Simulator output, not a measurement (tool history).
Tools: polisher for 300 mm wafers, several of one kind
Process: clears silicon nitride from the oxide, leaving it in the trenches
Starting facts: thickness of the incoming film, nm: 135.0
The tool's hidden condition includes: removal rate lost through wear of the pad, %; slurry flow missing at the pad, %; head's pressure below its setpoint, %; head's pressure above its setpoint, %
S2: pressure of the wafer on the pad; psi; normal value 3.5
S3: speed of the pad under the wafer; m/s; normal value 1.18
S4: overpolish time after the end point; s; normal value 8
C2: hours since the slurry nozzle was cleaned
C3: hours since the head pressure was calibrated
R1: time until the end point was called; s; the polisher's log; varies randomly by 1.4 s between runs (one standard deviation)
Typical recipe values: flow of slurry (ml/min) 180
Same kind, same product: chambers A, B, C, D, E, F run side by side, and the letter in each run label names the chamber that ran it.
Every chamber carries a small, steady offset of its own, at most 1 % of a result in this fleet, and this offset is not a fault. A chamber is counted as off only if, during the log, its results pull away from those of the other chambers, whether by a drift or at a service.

run 1C hour=4.8 | flow_of_slurry_(ml/min)=180 S2=3.5 S3=1.18 S4=8 | wafers_polished_on_this_pad=483 C2=504.0 C3=124.4 | R1=109.790
run 2D hour=9.8 | flow_of_slurry_(ml/min)=180 S2=3.5 S3=1.18 S4=8 | wafers_polished_on_this_pad=1101 C2=57.3 C3=465.5 | R1=112.960
run 3E hour=13.6 | flow_of_slurry_(ml/min)=180 S2=3.5 S3=1.18 S4=8 | wafers_polished_on_this_pad=145 C2=417.8 C3=88.7 | R1=108.240
run 4F hour=18.7 | flow_of_slurry_(ml/min)=180 S2=3.5 S3=1.18 S4=8 | wafers_polished_on_this_pad=179 C2=179.9 C3=764.0 | R1=113.350
run 5B hour=24.0 | flow_of_slurry_(ml/min)=180 S2=3.5 S3=1.18 S4=8 | wafers_polished_on_this_pad=344 C2=272.9 C3=565.8 | R1=111.520
run 6A hour=28.4 | flow_of_slurry_(ml/min)=180 S2=3.5 S3=1.18 S4=8 | wafers_polished_on_this_pad=615 C2=99.2 C3=1199.3 | R1=112.570
run 7B hour=32.5 | flow_of_slurry_(ml/min)=180 S2=3.5 S3=1.18 S4=8 | wafers_polished_on_this_pad=425 C2=281.4 C3=574.3 | R1=109.430
run 8D hour=34.8 | flow_of_slurry_(ml/min)=180 S2=3.5 S3=1.18 S4=11 | wafers_polished_on_this_pad=1341 C2=82.3 C3=490.5 | R1=111.500
run 9A hour=38.3 | flow_of_slurry_(ml/min)=180 S2=3.5 S3=1.18 S4=11 | wafers_polished_on_this_pad=710 C2=109.1 C3=1209.2 | R1=110.750
-- hour=39.3 chamber D: worn pad replaced by a new one
run 10F hour=41.4 | flow_of_slurry_(ml/min)=180 S2=3.5 S3=1.18 S4=11 | wafers_polished_on_this_pad=397 C2=202.6 C3=786.7 | R1=109.090
-- hour=44.5 chamber C: slurry nozzle cleaned
run 11E hour=45.1 | flow_of_slurry_(ml/min)=180 S2=3.5 S3=1.18 S4=11 | wafers_polished_on_this_pad=447 C2=449.3 C3=120.2 | R1=112.400
run 12C hour=49.2 | flow_of_slurry_(ml/min)=180 S2=3.5 S3=1.18 S4=11 | wafers_polished_on_this_pad=909 C2=4.7 C3=168.8 | R1=110.550
-- hour=50.8 chamber A: worn pad replaced by a new one
run 13F hour=53.1 | flow_of_slurry_(ml/min)=180 S2=3.5 S3=1.18 S4=11 | wafers_polished_on_this_pad=509 C2=214.3 C3=798.4 | R1=111.380
run 14E hour=56.4 | flow_of_slurry_(ml/min)=180 S2=3.5 S3=1.18 S4=8 | wafers_polished_on_this_pad=555 C2=460.6 C3=131.5 | R1=110.280
run 15B hour=60.5 | flow_of_slurry_(ml/min)=180 S2=3.5 S3=1.18 S4=8 | wafers_polished_on_this_pad=694 C2=309.4 C3=602.3 | R1=110.330
-- hour=62.7 chamber E: worn pad replaced by a new one
run 16A hour=65.5 | flow_of_slurry_(ml/min)=180 S2=3.5 S3=1.18 S4=8 | wafers_polished_on_this_pad=141 C2=136.3 C3=1236.4 | R1=113.730
run 17D hour=68.9 | flow_of_slurry_(ml/min)=180 S2=3.5 S3=1.18 S4=8 | wafers_polished_on_this_pad=284 C2=116.4 C3=524.6 | R1=109.400
run 18C hour=71.3 | flow_of_slurry_(ml/min)=180 S2=3.5 S3=1.18 S4=8 | wafers_polished_on_this_pad=1121 C2=26.8 C3=190.9 | R1=112.840
run 19C hour=76.2 | flow_of_slurry_(ml/min)=180 S2=3.5 S3=1.18 S4=8 | wafers_polished_on_this_pad=1168 C2=31.7 C3=195.8 | R1=113.280
run 20D hour=78.6 | flow_of_slurry_(ml/min)=180 S2=3.5 S3=1.18 S4=8 | wafers_polished_on_this_pad=377 C2=126.1 C3=534.3 | R1=110.950
run 21A hour=82.7 | flow_of_slurry_(ml/min)=180 S2=3.5 S3=1.18 S4=8 | wafers_polished_on_this_pad=306 C2=153.5 C3=1253.6 | R1=112.670
run 22B hour=86.5 | flow_of_slurry_(ml/min)=180 S2=4.5 S3=1.18 S4=8 | wafers_polished_on_this_pad=943 C2=335.4 C3=628.3 | R1=84.394
run 23F hour=90.4 | flow_of_slurry_(ml/min)=180 S2=4.5 S3=1.18 S4=8 | wafers_polished_on_this_pad=867 C2=251.6 C3=835.7 | R1=87.681
run 24E hour=95.3 | flow_of_slurry_(ml/min)=180 S2=4.5 S3=1.18 S4=8 | wafers_polished_on_this_pad=313 C2=499.5 C3=170.4 | R1=87.107
run 25B hour=100.1 | flow_of_slurry_(ml/min)=180 S2=4.5 S3=1.18 S4=8 | wafers_polished_on_this_pad=1073 C2=349.0 C3=641.9 | R1=86.621
run 26D hour=105.1 | flow_of_slurry_(ml/min)=180 S2=4.5 S3=1.18 S4=8 | wafers_polished_on_this_pad=631 C2=152.6 C3=560.8 | R1=84.891
-- hour=105.2 chamber F: worn pad replaced by a new one
run 27F hour=108.3 | flow_of_slurry_(ml/min)=180 S2=4.5 S3=1.18 S4=8 | wafers_polished_on_this_pad=30 C2=269.5 C3=853.6 | R1=87.428
run 28E hour=112.0 | flow_of_slurry_(ml/min)=180 S2=3.5 S3=1.18 S4=8 | wafers_polished_on_this_pad=473 C2=516.2 C3=187.1 | R1=111.700
run 29A hour=115.8 | flow_of_slurry_(ml/min)=180 S2=3.5 S3=1.18 S4=4 | wafers_polished_on_this_pad=624 C2=186.6 C3=1286.7 | R1=110.070
-- hour=118.5 chamber E: worn pad replaced by a new one
run 30C hour=119.1 | flow_of_slurry_(ml/min)=180 S2=3.5 S3=1.18 S4=4 | wafers_polished_on_this_pad=1579 C2=74.6 C3=238.7 | R1=118.470
run 31A hour=124.0 | flow_of_slurry_(ml/min)=180 S2=3.5 S3=1.18 S4=4 | wafers_polished_on_this_pad=702 C2=194.8 C3=1294.9 | R1=111.010
-- hour=124.8 chamber B: worn pad replaced by a new one
run 32E hour=129.0 | flow_of_slurry_(ml/min)=180 S2=3.5 S3=1.18 S4=4 | wafers_polished_on_this_pad=101 C2=533.2 C3=204.1 | R1=111.230
run 33F hour=132.9 | flow_of_slurry_(ml/min)=180 S2=3.5 S3=1.18 S4=4 | wafers_polished_on_this_pad=266 C2=294.1 C3=878.2 | R1=111.010
-- hour=134.1 chamber A: worn pad replaced by a new one
-- hour=136.4 chamber F: slurry nozzle cleaned
run 34B hour=136.9 | flow_of_slurry_(ml/min)=180 S2=3.5 S3=1.18 S4=4 | wafers_polished_on_this_pad=116 C2=385.8 C3=678.7 | R1=110.660
run 35D hour=141.4 | flow_of_slurry_(ml/min)=180 S2=3.5 S3=1.18 S4=8 | wafers_polished_on_this_pad=979 C2=188.9 C3=597.1 | R1=109.730
run 36C hour=146.0 | flow_of_slurry_(ml/min)=180 S2=3.5 S3=1.18 S4=8 | wafers_polished_on_this_pad=1837 C2=101.5 C3=265.6 | R1=122.020
run 37C hour=148.8 | flow_of_slurry_(ml/min)=180 S2=3.5 S3=1.18 S4=8 | wafers_polished_on_this_pad=1864 C2=104.3 C3=268.4 | R1=120.750
run 38A hour=151.5 | flow_of_slurry_(ml/min)=180 S2=3.5 S3=1.18 S4=8 | wafers_polished_on_this_pad=167 C2=222.3 C3=1322.4 | R1=111.970
run 39F hour=155.4 | flow_of_slurry_(ml/min)=180 S2=3.5 S3=1.18 S4=8 | wafers_polished_on_this_pad=482 C2=19.1 C3=900.7 | R1=111.290

Which is it: a chamber that has drifted or been left off by a service, a gauge drift common to all chambers, or only each chamber's usual small offset? If a chamber is off, name it and its likeliest cause.

Little by little, chamber C moves away from the other chambers.
What lies behind it: removal rate lost through wear of the pad, % = 10.4.
The log might look much the same if the cause were instead: head's pressure below its setpoint, %.

Chamber C could run next with any of the 4 candidate recipes listed below; each alters the usual settings, and their results appear as question marks. Which one brings its results back in line with what the other chambers deliver on the usual settings?
In line here means within this much of the mean the other chambers give on the usual settings: R1 4.800 s
run 40C-1 hour=159.2 | flow_of_slurry_(ml/min)=180 S2=3.4 S3=1.18 S4=8 | R1=?
run 40C-2 hour=159.2 | flow_of_slurry_(ml/min)=180 S2=3.7 S3=1.24 S4=8 | R1=?
run 40C-3 hour=159.2 | flow_of_slurry_(ml/min)=110 S2=3.5 S3=1.18 S4=8 | R1=?
run 40C-4 hour=159.2 | flow_of_slurry_(ml/min)=180 S2=3.5 S3=1.22 S4=8 | R1=?

The other chambers' mean on the usual settings: R1 110.990 s
run=40C-1 R1=127.410
run=40C-2 R1=111.340
run=40C-3 R1=135.800
run=40C-4 R1=119.680
40C-2 brings the chamber back in line.
